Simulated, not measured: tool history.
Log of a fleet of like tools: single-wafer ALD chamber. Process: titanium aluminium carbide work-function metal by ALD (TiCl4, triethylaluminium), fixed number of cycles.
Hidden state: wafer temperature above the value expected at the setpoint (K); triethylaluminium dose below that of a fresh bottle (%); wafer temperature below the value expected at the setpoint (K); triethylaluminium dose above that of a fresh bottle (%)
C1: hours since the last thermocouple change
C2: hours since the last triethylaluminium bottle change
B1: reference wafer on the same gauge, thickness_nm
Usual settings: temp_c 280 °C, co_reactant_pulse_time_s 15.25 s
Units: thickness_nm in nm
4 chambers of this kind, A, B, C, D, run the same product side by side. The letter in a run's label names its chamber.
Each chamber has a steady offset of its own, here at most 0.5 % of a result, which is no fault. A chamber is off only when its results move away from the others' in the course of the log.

{"run": "1B", "hour": 6.2, "temp_c": 280, "co_reactant_pulse_time_s": 15.25, "C1": 279.7, "C2": 604, "B1": 2.1205, "thickness_nm": 1.8822}
{"run": "2D", "hour": 13.9, "temp_c": 280, "co_reactant_pulse_time_s": 15.25, "C1": 983.8, "C2": 449.3, "B1": 2.1206, "thickness_nm": 1.8711}
{"run": "3C", "hour": 19.3, "temp_c": 280, "co_reactant_pulse_time_s": 15.25, "C1": 345, "C2": 1174, "B1": 2.122, "thickness_nm": 1.8768}
{"run": "4A", "hour": 24.6, "temp_c": 280, "co_reactant_pulse_time_s": 15.25, "C1": 412.2, "C2": 121.8, "B1": 2.1221, "thickness_nm": 1.8842}
{"run": "5A", "hour": 30.8, "temp_c": 280, "co_reactant_pulse_time_s": 15.25, "C1": 418.4, "C2": 128, "B1": 2.1222, "thickness_nm": 1.8837}
{"run": "6D", "hour": 35.8, "temp_c": 280, "co_reactant_pulse_time_s": 15.25, "C1": 1005.7, "C2": 471.2, "B1": 2.122, "thickness_nm": 1.8757}
{"run": "7B", "hour": 43.0, "temp_c": 280, "co_reactant_pulse_time_s": 15.25, "C1": 316.5, "C2": 640.8, "B1": 2.1236, "thickness_nm": 1.8853}
{"run": "8C", "hour": 51.1, "temp_c": 280, "co_reactant_pulse_time_s": 15.25, "C1": 376.8, "C2": 1205.8, "B1": 2.1245, "thickness_nm": 1.8893}
{"run": "9D", "hour": 54.8, "temp_c": 280, "co_reactant_pulse_time_s": 15.25, "C1": 1024.7, "C2": 490.2, "B1": 2.1237, "thickness_nm": 1.8745}
{"run": "10B", "hour": 60.1, "temp_c": 267, "co_reactant_pulse_time_s": 15.25, "C1": 333.6, "C2": 657.9, "B1": 2.1245, "thickness_nm": 1.7732}
{"run": "11C", "hour": 68.2, "temp_c": 267, "co_reactant_pulse_time_s": 15.25, "C1": 393.9, "C2": 1222.9, "B1": 2.1251, "thickness_nm": 1.7709}
{"run": "12A", "hour": 73.9, "temp_c": 267, "co_reactant_pulse_time_s": 15.25, "C1": 461.5, "C2": 171.1, "B1": 2.1261, "thickness_nm": 1.7714}
{"run": "13D", "hour": 80.1, "temp_c": 267, "co_reactant_pulse_time_s": 15.25, "C1": 1050, "C2": 515.5, "B1": 2.1264, "thickness_nm": 1.7673}
{"run": "14B", "hour": 83.7, "temp_c": 280, "co_reactant_pulse_time_s": 15.25, "C1": 357.2, "C2": 681.5, "B1": 2.1271, "thickness_nm": 1.8833}
{"run": "15A", "hour": 91.1, "temp_c": 280, "co_reactant_pulse_time_s": 15.25, "C1": 478.7, "C2": 188.3, "B1": 2.1274, "thickness_nm": 1.8946}
{"run": "16C", "hour": 96.7, "temp_c": 276, "co_reactant_pulse_time_s": 21.2, "C1": 422.4, "C2": 1251.4, "B1": 2.127, "thickness_nm": 1.86}
{"run": "17A", "hour": 103.9, "temp_c": 276, "co_reactant_pulse_time_s": 21.2, "C1": 491.5, "C2": 201.1, "B1": 2.1282, "thickness_nm": 1.8634}
{"run": "18C", "hour": 109.1, "temp_c": 276, "co_reactant_pulse_time_s": 21.2, "C1": 434.8, "C2": 1263.8, "B1": 2.1282, "thickness_nm": 1.8621}
{"run": "19B", "hour": 115.3, "temp_c": 276, "co_reactant_pulse_time_s": 21.2, "C1": 388.8, "C2": 713.1, "B1": 2.1289, "thickness_nm": 1.862}
{"run": "20D", "hour": 121.5, "temp_c": 291, "co_reactant_pulse_time_s": 15.25, "C1": 1091.4, "C2": 556.9, "B1": 2.1297, "thickness_nm": 1.9783}
{"run": "21B", "hour": 127.9, "temp_c": 291, "co_reactant_pulse_time_s": 15.25, "C1": 401.4, "C2": 725.7, "B1": 2.1295, "thickness_nm": 1.9862}
{"run": "22D", "hour": 132.5, "temp_c": 291, "co_reactant_pulse_time_s": 15.25, "C1": 1102.4, "C2": 567.9, "B1": 2.1306, "thickness_nm": 1.9727}
{"run": "23A", "hour": 136.2, "temp_c": 291, "co_reactant_pulse_time_s": 15.25, "C1": 523.8, "C2": 233.4, "B1": 2.1306, "thickness_nm": 1.9884}
{"run": "24C", "hour": 140.7, "temp_c": 280, "co_reactant_pulse_time_s": 15.25, "C1": 466.4, "C2": 1295.4, "B1": 2.1317, "thickness_nm": 1.8875}
{"run": "25D", "hour": 146.2, "temp_c": 290, "co_reactant_pulse_time_s": 15.25, "C1": 1116.1, "C2": 581.6, "B1": 2.1311, "thickness_nm": 1.9662}
{"run": "26C", "hour": 154.0, "temp_c": 290, "co_reactant_pulse_time_s": 15.25, "C1": 479.7, "C2": 1308.7, "B1": 2.1321, "thickness_nm": 1.978}
{"run": "27B", "hour": 160.1, "temp_c": 290, "co_reactant_pulse_time_s": 15.25, "C1": 433.6, "C2": 757.9, "B1": 2.1329, "thickness_nm": 1.9842}

Is one chamber off against the others, does the gauge drift, or is nothing wrong? If a chamber is off, say which, and what the likeliest cause is.

The gauge drifts, so all chambers seem to drift together. No chamber is off.
Cause: gauge reads high (%) = 0.612.
